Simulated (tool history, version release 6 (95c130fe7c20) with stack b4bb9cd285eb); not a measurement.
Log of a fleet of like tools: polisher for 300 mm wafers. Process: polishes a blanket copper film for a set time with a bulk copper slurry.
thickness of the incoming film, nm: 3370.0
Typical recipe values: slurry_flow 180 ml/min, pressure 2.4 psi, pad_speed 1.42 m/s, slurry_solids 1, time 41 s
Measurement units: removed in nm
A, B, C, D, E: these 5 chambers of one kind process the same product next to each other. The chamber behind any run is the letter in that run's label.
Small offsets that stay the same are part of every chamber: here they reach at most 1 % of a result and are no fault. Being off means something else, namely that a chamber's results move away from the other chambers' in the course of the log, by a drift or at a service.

| run | day | slurry_flow | pressure | pad_speed | slurry_solids | time | wafers polished on this pad | hours since the slurry nozzle was cleaned | hours since the head pressure was calibrated | hours since the slurry blender was calibrated | removed |
|---|---|---|---|---|---|---|---|---|---|---|---|
|  | 0.404 | chamber B: worn pad replaced by a new one |
| 1B | 0.454 | 180 | 2.4 | 1.42 | 1 | 41 | 11 | 343.1 | 842 | 123.9 | 504.87 |
| 2C | 0.808 | 180 | 2.4 | 1.42 | 1 | 41 | 402 | 93.9 | 980.2 | 77.5 | 497.68 |
| 3E | 1.183 | 180 | 2.4 | 1.42 | 1 | 41 | 888 | 575.5 | 991 | 28.6 | 510.09 |
|  | 1.304 | chamber A: slurry nozzle cleaned |
|  | 1.392 | chamber E: worn pad replaced by a new one |
| 4D | 1.654 | 180 | 2.4 | 1.42 | 1 | 41 | 637 | 602.1 | 408.2 | 40.8 | 511.72 |
| 5A | 2.021 | 180 | 2.4 | 1.42 | 1 | 41 | 974 | 17.2 | 193.4 | 259.7 | 497.86 |
| 6C | 2.621 | 180 | 2.4 | 1.42 | 1 | 41 | 809 | 137.4 | 1023.7 | 121 | 508.14 |
|  | 2.871 | chamber D: worn pad replaced by a new one |
|  | 3.054 | chamber C: worn pad replaced by a new one |
| 7E | 3.262 | 180 | 2.4 | 1.42 | 1 | 41 | 420 | 625.4 | 1040.9 | 78.5 | 515.33 |
| 8D | 3.6 | 180 | 2.4 | 1.42 | 1 | 41 | 163 | 648.8 | 454.9 | 87.5 | 496.47 |
|  | 3.667 | chamber B: worn pad replaced by a new one |
|  | 4.008 | chamber D: slurry nozzle cleaned |
| 9A | 4.029 | 180 | 2.4 | 1.42 | 1 | 41 | 1425 | 65.4 | 241.6 | 307.9 | 500.89 |
|  | 4.075 | chamber A: worn pad replaced by a new one |
|  | 4.271 | chamber B: slurry blender recalibrated |
| 10B | 4.629 | 180 | 2.4 | 1.42 | 1 | 41 | 216 | 443.3 | 942.2 | 8.6 | 500.64 |
|  | 5.05 | chamber E: worn pad replaced by a new one |
| 11D | 5.304 | 180 | 2.4 | 1.42 | 1 | 41 | 546 | 31.1 | 495.8 | 128.4 | 495.88 |
|  | 5.517 | chamber B: slurry nozzle cleaned |
|  | 5.533 | chamber C: head pressure recalibrated |
| 12C | 5.621 | 180 | 2.4 | 1.42 | 1 | 41 | 576 | 209.4 | 2.2 | 193 | 506.08 |
|  | 6.212 | chamber D: worn pad replaced by a new one |
|  | 6.217 | chamber C: worn pad replaced by a new one |
| 13E | 6.267 | 180 | 2.9 | 1.42 | 1.2 | 41 | 274 | 697.5 | 1113 | 150.6 | 639.47 |
| 14B | 6.579 | 180 | 2.9 | 1.42 | 1.2 | 41 | 654 | 25.5 | 989 | 55.4 | 636.44 |
| 15A | 6.962 | 180 | 2.9 | 1.42 | 1.2 | 41 | 648 | 135.8 | 312 | 378.3 | 614.42 |
| 16A | 7.412 | 180 | 2.9 | 1.42 | 1.2 | 41 | 749 | 146.6 | 322.8 | 389.1 | 629.02 |
|  | 7.592 | chamber B: worn pad replaced by a new one |
|  | 7.708 | chamber E: slurry blender recalibrated |
| 17B | 7.783 | 180 | 2.9 | 1.42 | 1.2 | 41 | 43 | 54.4 | 1017.9 | 84.3 | 640.75 |
| 18C | 8.238 | 180 | 2.4 | 1.42 | 1 | 41 | 454 | 272.2 | 65 | 255.8 | 503.16 |
|  | 8.788 | chamber C: slurry blender recalibrated |
| 19D | 8.833 | 180 | 2.4 | 1.42 | 1 | 41 | 589 | 115.8 | 580.5 | 213.1 | 498.55 |
|  | 9.167 | chamber E: worn pad replaced by a new one |
| 20E | 9.183 | 180 | 2.4 | 1.42 | 1 | 41 | 4 | 767.5 | 1183 | 35.4 | 501.65 |
|  | 9.462 | chamber D: worn pad replaced by a new one |
| 21B | 9.638 | 180 | 2.4 | 1.88 | 1.25 | 41 | 459 | 98.9 | 1062.4 | 128.8 | 707.87 |
|  | 9.817 | chamber C: slurry nozzle cleaned |
|  | 10.079 | chamber C: worn pad replaced by a new one |
| 22E | 10.171 | 180 | 2.4 | 1.88 | 1.25 | 41 | 226 | 791.2 | 1206.7 | 59.1 | 699.04 |
|  | 10.596 | chamber A: worn pad replaced by a new one |
| 23D | 10.779 | 180 | 2.4 | 1.88 | 1.25 | 41 | 295 | 162.5 | 627.2 | 259.8 | 702.27 |
|  | 11.15 | chamber B: worn pad replaced by a new one |
| 24A | 11.279 | 180 | 2.4 | 1.88 | 1.25 | 41 | 154 | 239.4 | 415.6 | 481.9 | 697.5 |
|  | 11.367 | chamber A: slurry blender recalibrated |
| 25C | 11.571 | 180 | 2.4 | 1.88 | 1.25 | 41 | 335 | 42.2 | 145 | 66.9 | 705.13 |
| 26A | 12.038 | 180 | 2.4 | 1.42 | 1 | 41 | 324 | 257.6 | 433.8 | 16.1 | 513.79 |
| 27D | 12.454 | 180 | 2.4 | 1.42 | 1 | 41 | 671 | 202.7 | 667.4 | 300 | 494.82 |
|  | 12.708 | chamber A: head pressure recalibrated |
| 28E | 12.771 | 180 | 2.4 | 1.9 | 1 | 29 | 809 | 853.6 | 1269.1 | 121.5 | 468.09 |
|  | 12.958 | chamber D: worn pad replaced by a new one |
|  | 13.038 | chamber E: worn pad replaced by a new one |
| 29B | 13.317 | 180 | 2.4 | 1.9 | 1 | 29 | 486 | 187.2 | 1150.7 | 217.1 | 474.52 |
|  | 13.604 | chamber C: worn pad replaced by a new one |
| 30C | 13.871 | 180 | 2.4 | 1.9 | 1 | 29 | 60 | 97.4 | 200.2 | 122.1 | 477.46 |
|  | 13.879 | chamber E: head pressure recalibrated |
|  | 14.117 | chamber B: slurry blender recalibrated |
| 31A | 14.312 | 180 | 2.4 | 1.9 | 1 | 29 | 834 | 312.2 | 38.6 | 70.7 | 483.6 |
| 32D | 14.962 | 180 | 2.4 | 1.9 | 1 | 29 | 450 | 262.9 | 727.6 | 360.2 | 481.97 |
|  | 15.025 | chamber E: slurry blender recalibrated |
|  | 15.204 | chamber B: worn pad replaced by a new one |
| 33B | 15.442 | 180 | 2.4 | 1.58 | 1 | 52 | 53 | 238.2 | 1201.7 | 31.9 | 724.47 |
| 34C | 15.754 | 180 | 2.4 | 1.58 | 1 | 52 | 483 | 142.6 | 245.4 | 167.3 | 712.93 |
|  | 16.154 | chamber D: slurry blender recalibrated |
| 35E | 16.421 | 180 | 2.4 | 1.58 | 1 | 52 | 760 | 941.2 | 61 | 33.6 | 669.2 |
|  | 16.45 | chamber D: worn pad replaced by a new one |
|  | 16.7 | chamber E: worn pad replaced by a new one |
| 36B | 16.85 | 180 | 2.4 | 1.58 | 1 | 52 | 369 | 272 | 1235.5 | 65.7 | 699.29 |
| 37C | 17.371 | 180 | 2.4 | 1.58 | 1 | 52 | 845 | 181.4 | 284.2 | 206.1 | 715.65 |
| 38D | 17.862 | 180 | 2.4 | 1.42 | 1 | 41 | 317 | 332.5 | 797.2 | 41.1 | 506.16 |
| 39E | 18.233 | 180 | 2.4 | 1.42 | 1 | 41 | 345 | 984.7 | 104.5 | 77.1 | 460.17 |

Predict what each chamber gives when all 5 of them run the settings below next.
| 40A | 18.721 | 180 | 2.4 | 1.42 | 1.2 | 41 |  |  |  |  | ? |
| 40B | 18.721 | 180 | 2.4 | 1.42 | 1.2 | 41 |  |  |  |  | ? |
| 40C | 18.721 | 180 | 2.4 | 1.42 | 1.2 | 41 |  |  |  |  | ? |
| 40D | 18.721 | 180 | 2.4 | 1.42 | 1.2 | 41 |  |  |  |  | ? |
| 40E | 18.721 | 180 | 2.4 | 1.42 | 1.2 | 41 |  |  |  |  | ? |

| run | removed |
|---|---|
| 40A | 533.24 |
| 40B | 518.17 |
| 40C | 515.98 |
| 40D | 518.17 |
| 40E | 482.86 |

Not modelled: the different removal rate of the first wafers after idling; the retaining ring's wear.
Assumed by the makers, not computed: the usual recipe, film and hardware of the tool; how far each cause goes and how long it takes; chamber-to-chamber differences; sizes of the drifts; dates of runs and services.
